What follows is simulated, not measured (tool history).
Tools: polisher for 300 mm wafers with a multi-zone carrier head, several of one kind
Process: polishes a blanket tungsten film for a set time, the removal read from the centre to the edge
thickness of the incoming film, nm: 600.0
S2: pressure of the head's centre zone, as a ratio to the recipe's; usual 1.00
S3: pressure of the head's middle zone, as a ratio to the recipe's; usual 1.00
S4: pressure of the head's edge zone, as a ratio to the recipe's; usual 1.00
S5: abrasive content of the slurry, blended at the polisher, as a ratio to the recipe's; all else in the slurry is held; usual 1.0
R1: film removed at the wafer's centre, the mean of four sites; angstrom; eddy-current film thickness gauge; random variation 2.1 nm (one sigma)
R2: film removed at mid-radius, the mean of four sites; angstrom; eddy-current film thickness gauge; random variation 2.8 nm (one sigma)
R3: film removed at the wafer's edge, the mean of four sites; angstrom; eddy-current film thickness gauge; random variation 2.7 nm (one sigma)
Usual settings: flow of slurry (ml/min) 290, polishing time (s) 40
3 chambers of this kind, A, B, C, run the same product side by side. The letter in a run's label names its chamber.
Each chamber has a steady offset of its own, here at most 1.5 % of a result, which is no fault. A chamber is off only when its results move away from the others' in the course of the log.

At hour 2.7: chamber C: worn pad replaced by a new one.
Run 1A, hour 9.0: usual settings. Result: R1 2287.4 angstrom, R2 2211.5 angstrom, R3 2267.9 angstrom.
Run 2C, hour 13.6: usual settings. Result: R1 2210.4 angstrom, R2 2272.4 angstrom, R3 2283.5 angstrom.
Run 3B, hour 22.5: usual settings. Result: R1 2253.2 angstrom, R2 2193.6 angstrom, R3 2194.5 angstrom.
Run 4C, hour 27.5: usual settings. Result: R1 2226.8 angstrom, R2 2201.3 angstrom, R3 2233.7 angstrom.
Run 5A, hour 34.2: usual settings. Result: R1 2237.4 angstrom, R2 2248.4 angstrom, R3 2258.9 angstrom.
Run 6B, hour 43.3: usual settings. Result: R1 2280.2 angstrom, R2 2241.3 angstrom, R3 2210.4 angstrom.
Run 7A, hour 50.3: usual settings. Result: R1 2248.3 angstrom, R2 2256.3 angstrom, R3 2239.2 angstrom.
At hour 55.7: chamber C: worn pad replaced by a new one.
Run 8C, hour 55.9: usual settings. Result: R1 2259.3 angstrom, R2 2274.3 angstrom, R3 2190.4 angstrom.
Run 9B, hour 62.3: usual settings. Result: R1 2245.5 angstrom, R2 2199.1 angstrom, R3 2216.6 angstrom.
At hour 65.7: chamber A: worn pad replaced by a new one.
Run 10C, hour 70.3: usual settings. Result: R1 2237.0 angstrom, R2 2251.1 angstrom, R3 2271.1 angstrom.
Run 11B, hour 75.0: usual settings. Result: R1 2233.1 angstrom, R2 2180.9 angstrom, R3 2249.6 angstrom.
Run 12A, hour 80.7: usual settings. Result: R1 2265.8 angstrom, R2 2195.3 angstrom, R3 2214.9 angstrom.
At hour 86.7: chamber C: centre zone pressure recalibrated.
Run 13B, hour 86.8: usual settings. Result: R1 2217.4 angstrom, R2 2176.4 angstrom, R3 2248.8 angstrom.
Run 14C, hour 90.8: usual settings. Result: R1 2235.1 angstrom, R2 2232.4 angstrom, R3 2195.8 angstrom.
Run 15A, hour 97.5: usual settings. Result: R1 2248.0 angstrom, R2 2256.5 angstrom, R3 2244.9 angstrom.
Run 16B, hour 103.3: usual settings but S2 1.10, S5 0.7. Result: R1 2263.2 angstrom, R2 2040.9 angstrom, R3 1987.0 angstrom.
At hour 105.6: chamber C: worn pad replaced by a new one.
Run 17A, hour 111.4: usual settings but S2 1.10, S5 0.7. Result: R1 2323.8 angstrom, R2 2045.0 angstrom, R3 2038.3 angstrom.
Run 18C, hour 117.5: usual settings but S2 1.10, S5 0.7. Result: R1 2308.1 angstrom, R2 2075.4 angstrom, R3 2087.0 angstrom.
At hour 121.9: chamber B: worn pad replaced by a new one.
Run 19B, hour 122.7: usual settings. Result: R1 2242.5 angstrom, R2 2210.5 angstrom, R3 2235.1 angstrom.
Run 20C, hour 128.3: usual settings but S2 1.04, S3 0.91. Result: R1 2329.8 angstrom, R2 2055.8 angstrom, R3 2238.1 angstrom.
At hour 132.8: chamber B: centre zone pressure recalibrated.
Run 21A, hour 134.4: usual settings but S2 1.04, S3 0.91. Result: R1 2339.4 angstrom, R2 2063.8 angstrom, R3 2234.2 angstrom.
Run 22C, hour 139.0: usual settings but S2 1.04, S3 0.91. Result: R1 2370.0 angstrom, R2 2005.4 angstrom, R3 2209.9 angstrom.
Run 23B, hour 145.7: usual settings. Result: R1 2078.2 angstrom, R2 2226.8 angstrom, R3 2188.9 angstrom.
Run 24A, hour 153.7: usual settings. Result: R1 2235.9 angstrom, R2 2232.1 angstrom, R3 2244.0 angstrom.
At hour 162.6: chamber C: worn pad replaced by a new one.
Run 25C, hour 162.6: usual settings but S4 0.95. Result: R1 2221.0 angstrom, R2 2235.7 angstrom, R3 2200.3 angstrom.
Run 26B, hour 166.9: usual settings but S4 0.95. Result: R1 2133.5 angstrom, R2 2149.2 angstrom, R3 2146.2 angstrom.
Run 27A, hour 174.2: usual settings but S4 0.95. Result: R1 2265.1 angstrom, R2 2242.8 angstrom, R3 2139.6 angstrom.
Run 28C, hour 182.8: usual settings. Result: R1 2252.9 angstrom, R2 2214.6 angstrom, R3 2235.9 angstrom.
Run 29A, hour 189.7: usual settings. Result: R1 2262.5 angstrom, R2 2268.6 angstrom, R3 2263.1 angstrom.
Run 30B, hour 195.5: usual settings but S2 0.95. Result: R1 1942.3 angstrom, R2 2227.3 angstrom, R3 2197.8 angstrom.
Run 31C, hour 201.3: usual settings but S2 0.95. Result: R1 2129.1 angstrom, R2 2259.3 angstrom, R3 2269.4 angstrom.
At hour 202.7: chamber A: centre zone pressure recalibrated.
Run 32B, hour 208.7: usual settings but S2 0.95. Result: R1 1973.8 angstrom, R2 2192.3 angstrom, R3 2212.7 angstrom.
At hour 212.6: chamber A: worn pad replaced by a new one.
Run 33A, hour 212.7: usual settings. Result: R1 2235.5 angstrom, R2 2199.3 angstrom, R3 2221.2 angstrom.
Run 34A, hour 221.3: usual settings but S3 0.96, S5 1.2. Result: R1 2381.1 angstrom, R2 2233.8 angstrom, R3 2312.6 angstrom.
At hour 226.1: chamber C: worn pad replaced by a new one.
Run 35B, hour 230.0: usual settings but S3 0.96, S5 1.2. Result: R1 2198.4 angstrom, R2 2233.3 angstrom, R3 2320.6 angstrom.
Run 36C, hour 238.5: usual settings but S3 0.96, S5 1.2. Result: R1 2298.3 angstrom, R2 2296.9 angstrom, R3 2278.5 angstrom.

Is one chamber off against the others, does the gauge drift, or is nothing wrong? If a chamber is off, say which, and what the likeliest cause is.

A service left chamber B off against the others.
Cause: centre zone's pressure below its setpoint, % = 6.66.

Here are 4 candidates for chamber B's next run, each the usual settings with a change, their results left as question marks. Which one brings its results back in line with what the others give on the usual settings?
In line means no further than this from the other chambers' mean on the usual settings: R1 75.0 angstrom; R2 99.0 angstrom; R3 94.0 angstrom
Run 37B-1, hour 245.1: usual settings but flow of slurry (ml/min) 285, S2 0.91, S3 1.02, S4 1.03, polishing time (s) 39. Result: R1 ?, R2 ?, R3 ?.
Run 37B-2, hour 245.1: usual settings but flow of slurry (ml/min) 285, S2 0.95, S3 1.01, S4 1.02, polishing time (s) 39. Result: R1 ?, R2 ?, R3 ?.
Run 37B-3, hour 245.1: usual settings but flow of slurry (ml/min) 295, S2 1.10, S3 0.98, S4 0.96, polishing time (s) 41. Result: R1 ?, R2 ?, R3 ?.
Run 37B-4, hour 245.1: usual settings but flow of slurry (ml/min) 295, S2 1.05, S3 0.99, S4 0.98, polishing time (s) 41. Result: R1 ?, R2 ?, R3 ?.

The other chambers' mean on the usual settings: R1 2241.1 angstrom; R2 2232.6 angstrom; R3 2238.5 angstrom
  run      R1      R2      R3
37B-1  1820.8  2203.4  2205.6
37B-2  1909.0  2182.9  2194.3
37B-3  2363.8  2237.9  2240.7
37B-4  2247.4  2259.5  2264.8
37B-4 brings the chamber back in line.
